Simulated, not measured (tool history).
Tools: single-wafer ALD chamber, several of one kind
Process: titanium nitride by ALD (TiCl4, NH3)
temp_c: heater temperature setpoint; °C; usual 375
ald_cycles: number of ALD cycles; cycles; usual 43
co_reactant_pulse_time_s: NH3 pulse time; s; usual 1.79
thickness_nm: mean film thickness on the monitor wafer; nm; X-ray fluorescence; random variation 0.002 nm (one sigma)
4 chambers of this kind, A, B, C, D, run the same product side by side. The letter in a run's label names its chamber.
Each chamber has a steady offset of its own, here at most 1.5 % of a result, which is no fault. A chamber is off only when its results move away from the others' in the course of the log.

run,hour,temp_c,ald_cycles,co_reactant_pulse_time_s,"read-back reference wafer on the same gauge, thickness_nm",thickness_nm
# hour 6.8: chamber D: thermocouple changed; heater temperature recalibrated
1A,11.3,375,43,1.79,0.75401,0.90926
2B,21.3,375,43,1.79,0.75447,0.92847
3C,32.8,375,43,1.79,0.75433,0.91767
4D,42.7,375,43,1.79,0.75395,0.92384
# hour 46.1: chamber A: thermocouple changed; heater temperature recalibrated
5B,52.7,375,43,1.79,0.75401,0.9258
6A,64.8,375,43,1.79,0.75369,0.90795
7D,72.9,375,43,1.79,0.75437,0.92139
8C,82.4,375,43,1.79,0.75345,0.9199
9A,91.3,375,43,1.79,0.75448,0.91062
10D,104.7,375,43,1.79,0.75424,0.92068
11B,117.2,375,43,1.79,0.75382,0.92246
12C,126.7,375,43,1.79,0.75413,0.91728
13D,137.9,375,43,1.79,0.75364,0.9193
14C,146.9,375,43,1.79,0.75388,0.92036
15B,157.9,375,48,1.22,0.75448,1.007
16A,170.6,375,48,1.22,0.75373,0.98847
17D,183.6,375,48,1.22,0.75376,0.9982
18C,195.7,375,48,1.22,0.75425,0.9935
19A,208.5,375,43,1.79,0.75414,0.91049
20B,216.1,375,43,2.32,0.75386,0.94053
21A,230,375,43,2.32,0.75406,0.92386
22D,240.8,375,43,2.32,0.75387,0.93624
23C,247.2,375,43,2.32,0.75425,0.93097
24B,259.9,375,43,1.79,0.75404,0.92504
25D,270.7,375,43,1.79,0.75398,0.91923
26C,284.2,375,43,1.79,0.75421,0.92088
27A,295.5,375,43,1.79,0.75403,0.91211
28B,302.2,375,43,1.79,0.75363,0.92786
29B,313,375,43,1.79,0.7538,0.9255
30C,322.1,375,43,1.79,0.75412,0.91693
31D,334.7,375,43,1.79,0.75413,0.92374
32A,345,375,51,2.06,0.75426,1.0901
33C,358.5,375,51,2.06,0.75411,1.0985
34B,368,375,51,2.06,0.75391,1.1101
35D,379.5,375,51,2.06,0.75405,1.1001
36A,392.6,375,43,1.79,0.75413,0.91249

All 4 chambers run these settings next. Forecast each chamber's results:
37A,402.8,375,43,1.79,,?
37B,402.8,375,43,1.79,,?
37C,402.8,375,43,1.79,,?
37D,402.8,375,43,1.79,,?

run,thickness_nm
37A,0.90801
37B,0.92408
37C,0.92087
37D,0.91929

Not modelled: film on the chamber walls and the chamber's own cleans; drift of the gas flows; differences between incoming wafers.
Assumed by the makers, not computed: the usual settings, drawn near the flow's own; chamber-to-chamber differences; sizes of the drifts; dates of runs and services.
